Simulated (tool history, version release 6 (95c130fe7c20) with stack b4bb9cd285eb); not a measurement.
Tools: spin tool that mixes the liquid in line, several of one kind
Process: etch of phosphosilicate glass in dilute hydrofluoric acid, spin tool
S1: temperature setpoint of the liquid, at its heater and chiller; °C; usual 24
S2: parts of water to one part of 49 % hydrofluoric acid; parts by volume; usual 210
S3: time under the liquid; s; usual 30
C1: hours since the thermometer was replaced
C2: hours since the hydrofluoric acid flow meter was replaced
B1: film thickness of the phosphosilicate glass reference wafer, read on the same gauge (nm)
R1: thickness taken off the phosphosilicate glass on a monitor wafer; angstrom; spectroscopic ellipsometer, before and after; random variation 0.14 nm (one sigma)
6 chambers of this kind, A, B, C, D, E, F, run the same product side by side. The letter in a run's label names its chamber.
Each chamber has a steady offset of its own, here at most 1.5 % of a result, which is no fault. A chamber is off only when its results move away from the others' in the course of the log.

{"run": "1E", "day": 0.104, "S1": 24, "S2": 210, "S3": 30, "C1": 601.4, "C2": 1454.5, "B1": 99.993, "R1": 177.13}
{"run": "2F", "day": 0.292, "S1": 24, "S2": 210, "S3": 30, "C1": 677.5, "C2": 155.9, "B1": 99.996, "R1": 175.05}
{"run": "3D", "day": 0.396, "S1": 24, "S2": 210, "S3": 30, "C1": 1583.4, "C2": 1859.0, "B1": 100.0, "R1": 181.14}
{"run": "4C", "day": 0.533, "S1": 24, "S2": 210, "S3": 30, "C1": 998.8, "C2": 90.4, "B1": 100.02, "R1": 178.9}
{"run": "5A", "day": 0.738, "S1": 24, "S2": 210, "S3": 30, "C1": 1452.6, "C2": 1092.9, "B1": 99.98, "R1": 180.5}
{"run": "6B", "day": 0.958, "S1": 24, "S2": 210, "S3": 30, "C1": 730.1, "C2": 376.9, "B1": 100.02, "R1": 178.71}
{"run": "7E", "day": 1.15, "S1": 24, "S2": 210, "S3": 30, "C1": 626.5, "C2": 1479.6, "B1": 100.01, "R1": 178.21}
{"run": "8F", "day": 1.358, "S1": 24, "S2": 210, "S3": 30, "C1": 703.1, "C2": 181.5, "B1": 99.981, "R1": 179.67}
{"run": "9C", "day": 1.554, "S1": 24, "S2": 210, "S3": 30, "C1": 1023.3, "C2": 114.9, "B1": 99.996, "R1": 177.44}
{"run": "10A", "day": 1.667, "S1": 24, "S2": 210, "S3": 30, "C1": 1474.9, "C2": 1115.2, "B1": 100.01, "R1": 182.51}
{"run": "11D", "day": 1.817, "S1": 24, "S2": 210, "S3": 30, "C1": 1617.5, "C2": 1893.1, "B1": 100.01, "R1": 181.61}
{"run": "12B", "day": 2.017, "S1": 24, "S2": 210, "S3": 30, "C1": 755.5, "C2": 402.3, "B1": 99.998, "R1": 179.82}
{"run": "13D", "day": 2.162, "S1": 24, "S2": 210, "S3": 30, "C1": 1625.8, "C2": 1901.4, "B1": 100.03, "R1": 178.52}
{"run": "14C", "day": 2.262, "S1": 24, "S2": 210, "S3": 30, "C1": 1040.3, "C2": 131.9, "B1": 100.02, "R1": 177.23}
{"run": "15E", "day": 2.467, "S1": 24, "S2": 210, "S3": 30, "C1": 658.1, "C2": 1511.2, "B1": 99.982, "R1": 178.62}
{"run": "16A", "day": 2.642, "S1": 24, "S2": 210, "S3": 30, "C1": 1498.3, "C2": 1138.6, "B1": 99.982, "R1": 182.0}
{"run": "17F", "day": 2.838, "S1": 24, "S2": 285, "S3": 25, "C1": 738.6, "C2": 217.0, "B1": 100.0, "R1": 101.51}
{"run": "18B", "day": 2.958, "S1": 24, "S2": 285, "S3": 25, "C1": 778.1, "C2": 424.9, "B1": 99.973, "R1": 103.34}
{"run": "19E", "day": 3.15, "S1": 24, "S2": 285, "S3": 25, "C1": 674.5, "C2": 1527.6, "B1": 100.02, "R1": 101.82}
{"run": "20A", "day": 3.267, "S1": 24, "S2": 285, "S3": 25, "C1": 1513.3, "C2": 1153.6, "B1": 100.02, "R1": 103.43}
{"run": "21F", "day": 3.462, "S1": 24, "S2": 285, "S3": 25, "C1": 753.6, "C2": 232.0, "B1": 100.0, "R1": 100.89}
{"day": 3.508, "done": "chamber D: hydrofluoric acid flow meter replaced"}
{"run": "22D", "day": 3.679, "S1": 24, "S2": 285, "S3": 25, "C1": 1662.2, "C2": 4.2, "B1": 100.01, "R1": 102.01}
{"run": "23B", "day": 3.846, "S1": 24, "S2": 210, "S3": 30, "C1": 799.4, "C2": 446.2, "B1": 99.991, "R1": 179.41}
{"run": "24C", "day": 4.038, "S1": 24, "S2": 275, "S3": 15, "C1": 1082.9, "C2": 174.5, "B1": 100.03, "R1": 64.214}
{"run": "25E", "day": 4.25, "S1": 24, "S2": 275, "S3": 15, "C1": 700.9, "C2": 1554.0, "B1": 99.974, "R1": 64.772}
{"day": 4.404, "done": "chamber A: hydrofluoric acid flow meter replaced"}
{"run": "26F", "day": 4.429, "S1": 24, "S2": 275, "S3": 15, "C1": 776.8, "C2": 255.2, "B1": 100.01, "R1": 63.94}
{"run": "27D", "day": 4.642, "S1": 24, "S2": 275, "S3": 15, "C1": 1685.3, "C2": 27.3, "B1": 100.01, "R1": 64.661}
{"run": "28B", "day": 4.771, "S1": 24, "S2": 275, "S3": 15, "C1": 821.6, "C2": 468.4, "B1": 100.0, "R1": 64.131}
{"run": "29C", "day": 4.879, "S1": 24, "S2": 275, "S3": 15, "C1": 1103.1, "C2": 194.7, "B1": 100.02, "R1": 64.29}
{"run": "30A", "day": 5.017, "S1": 24, "S2": 210, "S3": 30, "C1": 1555.3, "C2": 14.8, "B1": 99.963, "R1": 183.57}
{"run": "31E", "day": 5.175, "S1": 24, "S2": 210, "S3": 30, "C1": 723.1, "C2": 1576.2, "B1": 100.01, "R1": 178.38}
{"run": "32F", "day": 5.329, "S1": 24, "S2": 210, "S3": 30, "C1": 798.4, "C2": 276.8, "B1": 99.982, "R1": 179.64}
{"run": "33C", "day": 5.546, "S1": 24, "S2": 210, "S3": 30, "C1": 1119.1, "C2": 210.7, "B1": 100.03, "R1": 178.48}
{"run": "34A", "day": 5.721, "S1": 24, "S2": 210, "S3": 30, "C1": 1572.2, "C2": 31.7, "B1": 100.03, "R1": 180.03}
{"run": "35D", "day": 5.908, "S1": 24, "S2": 210, "S3": 30, "C1": 1715.7, "C2": 57.7, "B1": 99.957, "R1": 179.24}
{"run": "36B", "day": 6.033, "S1": 24, "S2": 210, "S3": 30, "C1": 851.9, "C2": 498.7, "B1": 100.01, "R1": 179.99}
{"run": "37F", "day": 6.204, "S1": 24, "S2": 210, "S3": 30, "C1": 819.4, "C2": 297.8, "B1": 100.0, "R1": 178.73}
{"run": "38C", "day": 6.35, "S1": 24, "S2": 210, "S3": 30, "C1": 1138.4, "C2": 230.0, "B1": 99.961, "R1": 176.89}
{"run": "39A", "day": 6.517, "S1": 24, "S2": 210, "S3": 30, "C1": 1591.3, "C2": 50.8, "B1": 100.01, "R1": 179.48}
{"run": "40E", "day": 6.733, "S1": 24, "S2": 310, "S3": 40, "C1": 760.5, "C2": 1613.6, "B1": 100.0, "R1": 146.44}
{"run": "41B", "day": 6.9, "S1": 24, "S2": 310, "S3": 40, "C1": 872.7, "C2": 519.5, "B1": 100.03, "R1": 146.68}

Is one chamber off against the others, does the gauge drift, or is nothing wrong? If a chamber is off, say which, and what the likeliest cause is.

No chamber stands off beyond its own small offset, and the gauge holds steady.

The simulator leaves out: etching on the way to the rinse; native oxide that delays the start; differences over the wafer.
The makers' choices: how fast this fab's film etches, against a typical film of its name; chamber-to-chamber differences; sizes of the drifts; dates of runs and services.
